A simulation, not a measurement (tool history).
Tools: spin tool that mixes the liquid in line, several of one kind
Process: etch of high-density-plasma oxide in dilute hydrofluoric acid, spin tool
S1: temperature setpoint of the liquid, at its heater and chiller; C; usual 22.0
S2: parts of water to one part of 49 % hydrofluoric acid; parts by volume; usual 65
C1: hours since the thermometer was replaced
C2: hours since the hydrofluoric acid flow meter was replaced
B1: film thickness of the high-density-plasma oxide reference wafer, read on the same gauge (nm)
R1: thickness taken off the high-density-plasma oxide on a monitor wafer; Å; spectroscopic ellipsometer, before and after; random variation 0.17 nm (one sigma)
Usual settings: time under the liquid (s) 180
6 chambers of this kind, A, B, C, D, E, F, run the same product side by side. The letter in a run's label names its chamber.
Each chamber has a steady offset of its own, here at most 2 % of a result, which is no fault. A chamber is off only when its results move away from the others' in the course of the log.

Run 1D, day 0.492: usual settings; C1 294.0; C2 253.8; B1 100.000. Result: R1 198.13 Å.
Run 2C, day 1.029: usual settings; C1 2408.1; C2 384.9; B1 99.977. Result: R1 204.45 Å.
Run 3A, day 1.396: usual settings; C1 414.6; C2 152.4; B1 100.010. Result: R1 199.69 Å.
At day 1.604: chamber B: hydrofluoric acid flow meter replaced.
At day 1.725: chamber C: thermometer replaced.
Run 4F, day 1.833: usual settings; C1 360.2; C2 1149.3; B1 100.020. Result: R1 202.31 Å.
Run 5E, day 2.096: usual settings; C1 2304.4; C2 1995.4; B1 100.030. Result: R1 197.27 Å.
Run 6B, day 2.650: usual settings; C1 706.6; C2 25.2; B1 99.981. Result: R1 203.59 Å.
Run 7E, day 3.042: usual settings but time under the liquid (s) 285; C1 2327.1; C2 2018.1; B1 100.000. Result: R1 312.86 Å.
Run 8C, day 3.438: usual settings but time under the liquid (s) 285; C1 41.1; C2 442.7; B1 100.040. Result: R1 320.21 Å.
Run 9D, day 3.971: usual settings but time under the liquid (s) 285; C1 377.5; C2 337.3; B1 100.000. Result: R1 321.05 Å.
Run 10B, day 4.433: usual settings but time under the liquid (s) 285; C1 749.4; C2 68.0; B1 100.010. Result: R1 325.17 Å.
Run 11A, day 4.946: usual settings but time under the liquid (s) 285; C1 499.8; C2 237.6; B1 99.992. Result: R1 323.80 Å.
Run 12F, day 5.271: usual settings but time under the liquid (s) 285; C1 442.7; C2 1231.8; B1 100.040. Result: R1 317.43 Å.
Run 13F, day 5.767: usual settings; C1 454.6; C2 1243.7; B1 99.998. Result: R1 204.35 Å.
Run 14A, day 6.267: usual settings; C1 531.5; C2 269.3; B1 99.985. Result: R1 202.94 Å.
Run 15E, day 6.633: usual settings but S1 19.5 C; C1 2413.3; C2 2104.3; B1 100.010. Result: R1 177.56 Å.
Run 16C, day 7.221: usual settings but S1 19.5 C; C1 131.9; C2 533.5; B1 100.010. Result: R1 180.86 Å.
Run 17D, day 7.700: usual settings but S1 19.5 C; C1 467.0; C2 426.8; B1 99.981. Result: R1 185.82 Å.
Run 18B, day 8.204: usual settings but S1 19.5 C; C1 839.9; C2 158.5; B1 100.000. Result: R1 183.29 Å.
Run 19D, day 8.550: usual settings but S1 19.5 C; C1 487.4; C2 447.2; B1 99.977. Result: R1 187.58 Å.
Run 20C, day 8.950: usual settings but S1 19.5 C; C1 173.4; C2 575.0; B1 100.020. Result: R1 177.61 Å.
Run 21F, day 9.321: usual settings; C1 539.9; C2 1329.0; B1 99.996. Result: R1 199.09 Å.
Run 22B, day 9.671: usual settings; C1 875.1; C2 193.7; B1 100.000. Result: R1 204.42 Å.
Run 23E, day 10.029: usual settings; C1 2494.8; C2 2185.8; B1 100.000. Result: R1 198.95 Å.
Run 24A, day 10.533: usual settings; C1 633.9; C2 371.7; B1 99.999. Result: R1 200.49 Å.
Run 25B, day 10.883: usual settings; C1 904.2; C2 222.8; B1 99.989. Result: R1 199.78 Å.
Run 26F, day 11.162: usual settings; C1 584.1; C2 1373.2; B1 100.030. Result: R1 203.51 Å.
Run 27C, day 11.567: usual settings but S2 90 parts by volume; C1 236.2; C2 637.8; B1 99.982. Result: R1 140.91 Å.
Run 28D, day 12.121: usual settings but S2 90 parts by volume; C1 573.1; C2 532.9; B1 100.010. Result: R1 147.30 Å.
At day 12.567: chamber E: hydrofluoric acid flow meter replaced.
Run 29A, day 12.646: usual settings but S2 90 parts by volume; C1 684.6; C2 422.4; B1 100.010. Result: R1 140.86 Å.
Run 30E, day 13.025: usual settings but S2 90 parts by volume; C1 2566.7; C2 11.0; B1 100.020. Result: R1 137.13 Å.
Run 31A, day 13.571: usual settings but S2 90 parts by volume; C1 706.8; C2 444.6; B1 100.000. Result: R1 138.40 Å.
Run 32B, day 13.892: usual settings but S2 90 parts by volume; C1 976.4; C2 295.0; B1 99.986. Result: R1 141.78 Å.
Run 33E, day 14.396: usual settings; C1 2599.6; C2 43.9; B1 99.995. Result: R1 196.58 Å.
Run 34D, day 14.817: usual settings; C1 637.8; C2 597.6; B1 100.000. Result: R1 213.76 Å.
Run 35C, day 15.379: usual settings; C1 327.7; C2 729.3; B1 100.020. Result: R1 201.90 Å.
Run 36F, day 15.900: usual settings; C1 697.8; C2 1486.9; B1 99.998. Result: R1 201.97 Å.
Run 37A, day 16.171: usual settings; C1 769.2; C2 507.0; B1 99.994. Result: R1 198.99 Å.
Run 38D, day 16.688: usual settings; C1 682.7; C2 642.5; B1 100.000. Result: R1 218.32 Å.
Run 39B, day 17.262: usual settings but S2 75 parts by volume, time under the liquid (s) 275; C1 1057.3; C2 375.9; B1 99.986. Result: R1 269.35 Å.

All 6 chambers run these settings next. Forecast each chamber's results:
Run 40A, day 17.692: usual settings. Result: R1 ?.
Run 40B, day 17.692: usual settings. Result: R1 ?.
Run 40C, day 17.692: usual settings. Result: R1 ?.
Run 40D, day 17.692: usual settings. Result: R1 ?.
Run 40E, day 17.692: usual settings. Result: R1 ?.
Run 40F, day 17.692: usual settings. Result: R1 ?.

run      R1
40A  202.34
40B  201.97
40C  203.15
40D  215.60
40E  200.22
40F  200.56

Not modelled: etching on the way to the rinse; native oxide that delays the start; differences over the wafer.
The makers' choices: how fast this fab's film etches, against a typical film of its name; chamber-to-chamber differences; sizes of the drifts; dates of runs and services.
